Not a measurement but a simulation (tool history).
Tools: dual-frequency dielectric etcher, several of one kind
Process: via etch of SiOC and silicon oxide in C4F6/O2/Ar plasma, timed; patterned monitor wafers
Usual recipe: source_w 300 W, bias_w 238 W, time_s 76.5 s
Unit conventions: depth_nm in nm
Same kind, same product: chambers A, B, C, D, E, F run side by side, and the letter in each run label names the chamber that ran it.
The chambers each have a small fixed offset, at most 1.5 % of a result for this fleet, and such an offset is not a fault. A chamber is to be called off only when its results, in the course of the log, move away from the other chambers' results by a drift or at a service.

run   hour  source_w  bias_w  time_s  hours since the last wet clean  hours since the last source power generator calibration  hours since the last bias power generator calibration  read-back reference wafer on the same gauge, depth_nm  depth_nm
 1E   14.1       300     238    76.5                            31.7                                                    446.6                                                 1979.5                                                 92.420    85.991
 2D   26.5       300     238    76.5                           206.5                                                    329.8                                                 2239.7                                                 92.460    85.258
 3A   41.5       300     238    76.5                           457.8                                                    422.8                                                  205.3                                                 92.532    85.207
 4B   54.3       300     238    76.5                           216.0                                                   1266.3                                                  492.8                                                 92.551    85.190
 5F   66.0       300     238    76.5                           292.7                                                   1611.0                                                 1798.2                                                 92.363    85.400
 6C   74.5       300     238    76.5                           190.4                                                    233.1                                                 3444.1                                                 92.615    83.489
 7D   85.3       300     238    76.5                           265.3                                                    388.6                                                 2298.5                                                 92.638    85.810
 8A   98.3       300     238    88.0                           514.6                                                    479.6                                                  262.1                                                 92.515    97.937
 9C  111.3       300     238    88.0                           227.2                                                    269.9                                                 3480.9                                                 92.424    97.108
10B  122.0       300     238    88.0                           283.7                                                   1334.0                                                  560.5                                                 92.492    97.148
11F  134.5       300     238    88.0                           361.2                                                   1679.5                                                 1866.7                                                 92.560    99.115
12E  146.0       300     238    88.0                           163.6                                                    578.5                                                 2111.4                                                 92.444    98.501
13A  154.8       300     238    88.0                           571.1                                                    536.1                                                  318.6                                                 92.450    98.412
14F  165.4       300     238    76.5                           392.1                                                   1710.4                                                 1897.6                                                 92.489    86.185
     169.0  -- chamber A: wet clean of the chamber
15C  177.2       300     238    76.5                           293.1                                                    335.8                                                 3546.8                                                 92.412    84.438
     178.5  -- chamber F: source power generator calibrated
16B  192.1       300     238    76.5                           353.8                                                   1404.1                                                  630.6                                                 92.534    83.736
17E  202.6       260     238    90.0                           220.2                                                    635.1                                                 2168.0                                                 92.522    95.084
18D  216.2       260     238    90.0                           396.2                                                    519.5                                                 2429.4                                                 92.536    95.873
19A  227.0       260     238    90.0                            58.0                                                    608.3                                                  390.8                                                 92.612    94.887
20B  238.6       260     238    90.0                           400.3                                                   1450.6                                                  677.1                                                 92.520    93.815
21D  249.2       260     238    90.0                           429.2                                                    552.5                                                 2462.4                                                 92.581    94.418
22C  258.9       260     238    90.0                           374.8                                                    417.5                                                 3628.5                                                 92.387    93.644
23E  266.2       300     238    76.5                           283.8                                                    698.7                                                 2231.6                                                 92.430    85.009
24F  281.4       300     238    76.5                           508.1                                                    102.9                                                 2013.6                                                 92.452    85.845
     286.6  -- chamber F: wet clean of the chamber
25E  293.2       300     238    76.5                           310.8                                                    725.7                                                 2258.6                                                 92.564    85.812
26B  303.5       300     238    76.5                           465.2                                                   1515.5                                                  742.0                                                 92.520    82.548
27C  315.6       300     238    91.0                           431.5                                                    474.2                                                 3685.2                                                 92.494   100.190
     319.2  -- chamber D: wet clean of the chamber
28A  325.6       300     238    91.0                           156.6                                                    706.9                                                  489.4                                                 92.478   101.520
29D  336.8       300     238    91.0                            17.6                                                    640.1                                                 2550.0                                                 92.532   100.430
30F  350.1       300     238    91.0                            63.6                                                    171.6                                                 2082.3                                                 92.574   101.610
31F  358.7       300     238    91.0                            72.2                                                    180.2                                                 2090.9                                                 92.559   103.200
32E  373.8       300     238    91.0                           391.4                                                    806.3                                                 2339.2                                                 92.579   101.740
     381.4  -- chamber B: source power generator calibrated
33A  384.6       300     206    97.5                           215.6                                                    765.9                                                  548.4                                                 92.549   103.050
34C  396.8       300     206    97.5                           512.7                                                    555.4                                                 3766.4                                                 92.491   102.320
35D  406.3       300     206    97.5                            87.1                                                    709.6                                                 2619.5                                                 92.553   103.020
36B  414.8       300     206    97.5                           576.5                                                     33.4                                                  853.3                                                 92.491    98.819

The same settings go to every chamber for the next run, one line per chamber below. Forecast the results for each:
37A  425.7       300     238    76.5                                                                                                                                                                                                                ?
37B  425.7       300     238    76.5                                                                                                                                                                                                                ?
37C  425.7       300     238    76.5                                                                                                                                                                                                                ?
37D  425.7       300     238    76.5                                                                                                                                                                                                                ?
37E  425.7       300     238    76.5                                                                                                                                                                                                                ?
37F  425.7       300     238    76.5                                                                                                                                                                                                                ?

run  depth_nm
37A    85.484
37B    81.994
37C    83.823
37D    84.363
37E    85.190
37F    85.277
